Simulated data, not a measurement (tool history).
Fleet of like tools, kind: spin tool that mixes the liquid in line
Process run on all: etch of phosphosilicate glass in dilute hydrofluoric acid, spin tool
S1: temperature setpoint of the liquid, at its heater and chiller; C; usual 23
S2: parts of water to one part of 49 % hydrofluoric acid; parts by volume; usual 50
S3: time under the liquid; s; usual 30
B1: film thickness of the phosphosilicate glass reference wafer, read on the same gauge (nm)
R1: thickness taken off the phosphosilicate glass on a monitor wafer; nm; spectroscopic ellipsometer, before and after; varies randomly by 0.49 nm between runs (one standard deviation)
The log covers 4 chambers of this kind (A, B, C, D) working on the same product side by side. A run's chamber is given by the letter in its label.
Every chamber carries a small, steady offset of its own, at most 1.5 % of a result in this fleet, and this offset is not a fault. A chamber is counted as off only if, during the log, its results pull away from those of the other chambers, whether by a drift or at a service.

Run 1D, hour 7.3: usual settings; B1 130.01. Result: R1 70.798 nm.
Run 2C, hour 12.9: usual settings; B1 130. Result: R1 72.866 nm.
Run 3A, hour 17.5: usual settings; B1 130.01. Result: R1 72.158 nm.
Run 4B, hour 24.2: usual settings; B1 130. Result: R1 70.44 nm.
Run 5A, hour 28: usual settings; B1 130. Result: R1 71.949 nm.
Run 6C, hour 35.4: usual settings; B1 129.99. Result: R1 71.828 nm.
Run 7D, hour 42.7: usual settings; B1 129.98. Result: R1 71.958 nm.
Run 8B, hour 48: usual settings; B1 130. Result: R1 70.356 nm.
Run 9C, hour 53.7: usual settings but S1 18.5 C; B1 130. Result: R1 59.212 nm.
Run 10B, hour 58.7: usual settings but S1 18.5 C; B1 130. Result: R1 57.967 nm.
Run 11D, hour 62: usual settings but S1 18.5 C; B1 130.01. Result: R1 58.958 nm.
Run 12A, hour 68.7: usual settings but S1 18.5 C; B1 130.01. Result: R1 59.525 nm.
Run 13C, hour 75.7: usual settings; B1 129.99. Result: R1 71.058 nm.
Run 14A, hour 82.8: usual settings; B1 130.01. Result: R1 71.4 nm.
Run 15D, hour 86.8: usual settings; B1 130. Result: R1 70.829 nm.
Run 16B, hour 91.1: usual settings; B1 129.98. Result: R1 70.743 nm.
Run 17C, hour 95.5: usual settings; B1 130. Result: R1 70.111 nm.
Run 18A, hour 100.3: usual settings; B1 130.01. Result: R1 71.719 nm.
Run 19B, hour 106.7: usual settings; B1 130.01. Result: R1 70.741 nm.
Run 20D, hour 113: usual settings; B1 129.99. Result: R1 70.785 nm.
Run 21A, hour 118.1: usual settings; B1 130. Result: R1 71.874 nm.
Run 22C, hour 124.5: usual settings; B1 129.98. Result: R1 69.08 nm.
Run 23B, hour 130.2: usual settings; B1 129.99. Result: R1 69.685 nm.
Run 24D, hour 137.4: usual settings but S2 60 parts by volume; B1 130.01. Result: R1 58.08 nm.
Run 25D, hour 141.5: usual settings but S2 60 parts by volume; B1 129.99. Result: R1 58.577 nm.
Run 26B, hour 148.8: usual settings but S2 60 parts by volume; B1 130. Result: R1 58.557 nm.
Run 27C, hour 153.7: usual settings but S2 60 parts by volume; B1 129.98. Result: R1 56.585 nm.
Run 28A, hour 159.1: usual settings but S2 40 parts by volume, S3 15 s; B1 130. Result: R1 45.601 nm.
Run 29A, hour 164.1: usual settings but S2 40 parts by volume, S3 15 s; B1 130.01. Result: R1 45.673 nm.
Run 30D, hour 169.2: usual settings but S2 40 parts by volume, S3 15 s; B1 130. Result: R1 45.728 nm.
Run 31C, hour 173.5: usual settings but S2 40 parts by volume, S3 15 s; B1 130. Result: R1 43.477 nm.
Run 32B, hour 180.3: usual settings; B1 129.99. Result: R1 70.435 nm.
Run 33C, hour 184: usual settings; B1 130.01. Result: R1 68.356 nm.
At hour 185.8: chamber C: hydrofluoric acid flow meter replaced.
Run 34B, hour 190.7: usual settings but S1 18.5 C, S2 70 parts by volume; B1 129.99. Result: R1 40.099 nm.
Run 35D, hour 195.2: usual settings but S1 18.5 C, S2 70 parts by volume; B1 130.02. Result: R1 41.196 nm.
Run 36A, hour 202: usual settings but S1 18.5 C, S2 70 parts by volume; B1 130.02. Result: R1 41.81 nm.
Run 37A, hour 207.1: usual settings but S1 18.5 C, S2 70 parts by volume; B1 130.01. Result: R1 41.198 nm.
Run 38C, hour 214.2: usual settings; B1 130.01. Result: R1 66.55 nm.
At hour 219.5: chamber D: thermometer replaced.
Run 39D, hour 220.4: usual settings; B1 130.01. Result: R1 70.382 nm.

All 4 chambers run these settings next. Forecast each chamber's results:
Run 40A, hour 225.8: usual settings but S3 40 s. Result: R1 ?.
Run 40B, hour 225.8: usual settings but S3 40 s. Result: R1 ?.
Run 40C, hour 225.8: usual settings but S3 40 s. Result: R1 ?.
Run 40D, hour 225.8: usual settings but S3 40 s. Result: R1 ?.

run      R1
40A  96.374
40B  94.237
40C   88.34
40D  94.876

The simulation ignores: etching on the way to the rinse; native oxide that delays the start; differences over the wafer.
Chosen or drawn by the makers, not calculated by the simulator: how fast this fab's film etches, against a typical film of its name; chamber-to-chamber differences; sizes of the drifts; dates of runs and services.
